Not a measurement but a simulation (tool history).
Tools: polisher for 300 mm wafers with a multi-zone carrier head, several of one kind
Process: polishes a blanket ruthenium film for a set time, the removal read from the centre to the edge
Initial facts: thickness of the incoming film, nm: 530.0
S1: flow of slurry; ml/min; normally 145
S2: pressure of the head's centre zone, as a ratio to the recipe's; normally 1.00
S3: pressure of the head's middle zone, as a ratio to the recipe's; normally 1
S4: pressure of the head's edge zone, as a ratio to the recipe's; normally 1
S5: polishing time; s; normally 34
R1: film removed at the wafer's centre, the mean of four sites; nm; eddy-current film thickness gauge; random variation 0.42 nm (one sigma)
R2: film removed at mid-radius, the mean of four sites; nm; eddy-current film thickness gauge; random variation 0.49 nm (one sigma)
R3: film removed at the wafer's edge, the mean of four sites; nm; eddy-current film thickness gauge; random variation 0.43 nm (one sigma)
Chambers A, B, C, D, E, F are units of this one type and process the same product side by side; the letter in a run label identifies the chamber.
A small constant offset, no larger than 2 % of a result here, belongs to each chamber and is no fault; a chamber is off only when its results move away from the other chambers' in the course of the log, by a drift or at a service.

run	hour	S1	S2	S3	S4	S5	R1	R2	R3
1D	11.5	145	1.00	1	1	34	44.193	43.506	43.511
2B	18.0	145	1.00	1	1	34	44.333	44.098	43.977
3C	24.6	145	1.00	1	1	34	44.511	43.762	43.865
# hour 25.9: chamber D: worn pad replaced by a new one
4F	39.2	145	1.00	1	1	34	43.299	43.434	44.857
# hour 43.1: chamber C: slurry nozzle cleaned
# hour 43.3: chamber E: worn pad replaced by a new one
5E	51.1	145	1.00	1	1	34	44.844	44.254	44.597
# hour 52.6: chamber D: slurry nozzle cleaned
# hour 53.8: chamber C: worn pad replaced by a new one
# hour 55.5: chamber F: worn pad replaced by a new one
# hour 64.9: chamber A: worn pad replaced by a new one
6A	65.0	145	1.00	1	1	34	44.148	43.662	43.949
# hour 67.9: chamber B: worn pad replaced by a new one
7F	75.5	145	1.00	1	1	34	43.630	44.067	44.491
8C	85.0	145	1.00	1	1	34	43.934	44.616	45.204
9D	95.8	145	1.00	1	1	34	43.513	44.043	44.468
10B	105.0	145	1.00	1	1	34	44.067	45.022	44.049
# hour 111.0: chamber E: slurry nozzle cleaned
11A	119.5	145	1.00	1	1	34	44.070	44.676	44.060
# hour 125.9: chamber E: worn pad replaced by a new one
# hour 131.6: chamber F: centre zone pressure recalibrated
12E	131.6	145	1.00	1	1	34	44.976	44.358	44.788
# hour 132.0: chamber D: worn pad replaced by a new one
# hour 145.1: chamber F: edge zone pressure recalibrated
13D	145.2	145	1.00	1	1	34	44.296	44.165	44.468
# hour 145.3: chamber F: worn pad replaced by a new one
# hour 147.0: chamber C: worn pad replaced by a new one
# hour 154.3: chamber A: worn pad replaced by a new one
14F	155.9	145	1.00	1	1	34	47.941	44.074	44.337
15C	166.1	110	1.00	1	1	27	32.622	33.669	33.153
16B	173.5	110	1.00	1	1	27	32.050	33.312	33.437
17E	180.3	110	1.00	1	1	27	33.438	33.029	34.468
# hour 181.5: chamber B: worn pad replaced by a new one
# hour 186.3: chamber F: slurry nozzle cleaned
# hour 187.5: chamber D: centre zone pressure recalibrated
18A	191.6	110	1.00	1	1	27	32.315	32.971	33.435
19E	200.6	110	1.00	1	1	27	33.171	32.667	34.274
20B	207.1	110	1.00	1	1	27	32.510	34.064	33.376
# hour 214.3: chamber C: slurry nozzle cleaned
# hour 214.3: chamber E: worn pad replaced by a new one
21D	220.9	145	1.00	1	1	34	44.182	43.404	44.508
22C	230.5	145	1.00	1	1	34	44.174	44.413	44.552
# hour 232.4: chamber D: worn pad replaced by a new one
# hour 239.1: chamber C: worn pad replaced by a new one
# hour 239.5: chamber A: edge zone pressure recalibrated
# hour 241.7: chamber A: worn pad replaced by a new one
23F	242.0	145	1.00	1	1	34	48.169	43.595	44.110
# hour 244.1: chamber F: worn pad replaced by a new one
24A	256.0	145	1.00	1	1	34	44.215	43.633	43.903
25E	262.5	145	0.94	1	1	34	42.184	45.064	43.917
# hour 270.5: chamber D: slurry nozzle cleaned
26C	276.8	145	0.94	1	1	34	40.714	44.782	44.150
27D	283.2	145	0.94	1	1	34	41.317	44.799	44.295
# hour 283.3: chamber A: centre zone pressure recalibrated
28B	292.2	145	0.94	1	1	34	41.236	44.742	43.833
# hour 294.7: chamber E: worn pad replaced by a new one
# hour 302.1: chamber B: worn pad replaced by a new one
29F	302.5	145	0.94	1	1	34	45.242	43.484	44.062
30A	314.3	145	0.94	1	1	34	41.612	43.769	44.511
# hour 324.4: chamber A: worn pad replaced by a new one
31D	325.7	145	1.08	1	1	34	47.296	44.452	43.953
# hour 330.4: chamber D: worn pad replaced by a new one
# hour 332.1: chamber C: worn pad replaced by a new one
32F	332.8	145	1.08	1	1	34	52.961	45.194	45.119
# hour 335.8: chamber B: slurry nozzle cleaned
33A	340.7	145	1.08	1	1	34	47.485	43.391	44.280
34C	350.0	145	1.08	1	1	34	47.683	44.315	44.424
# hour 351.1: chamber F: worn pad replaced by a new one
35B	358.0	145	1.08	1	1	34	47.333	43.889	44.043
36E	369.8	145	1.08	1	1	34	48.930	43.955	45.323
# hour 374.7: chamber E: worn pad replaced by a new one
37A	382.0	145	1.00	1	1	34	44.416	44.729	43.417
38D	388.6	145	1.00	1	1	34	43.656	43.179	44.208
# hour 393.2: chamber C: slurry nozzle cleaned
# hour 396.3: chamber B: worn pad replaced by a new one
39E	401.4	145	1.00	1	1	34	45.408	43.917	44.615
40C	411.9	145	1.00	1	1	34	44.782	44.230	43.884
41F	423.3	145	1.00	1	1	34	47.915	44.352	43.687
42B	434.7	145	1.00	1	1	34	43.978	44.592	43.795

Predict what each chamber gives when all 6 of them run the settings below next.
43A	445.1	145	1.00	1	1	34	?	?	?
43B	445.1	145	1.00	1	1	34	?	?	?
43C	445.1	145	1.00	1	1	34	?	?	?
43D	445.1	145	1.00	1	1	34	?	?	?
43E	445.1	145	1.00	1	1	34	?	?	?
43F	445.1	145	1.00	1	1	34	?	?	?

run	R1	R2	R3
43A	44.304	44.004	44.593
43B	43.454	44.505	44.207
43C	44.074	45.226	44.589
43D	43.998	45.038	43.475
43E	44.571	44.423	44.666
43F	48.342	43.747	44.189

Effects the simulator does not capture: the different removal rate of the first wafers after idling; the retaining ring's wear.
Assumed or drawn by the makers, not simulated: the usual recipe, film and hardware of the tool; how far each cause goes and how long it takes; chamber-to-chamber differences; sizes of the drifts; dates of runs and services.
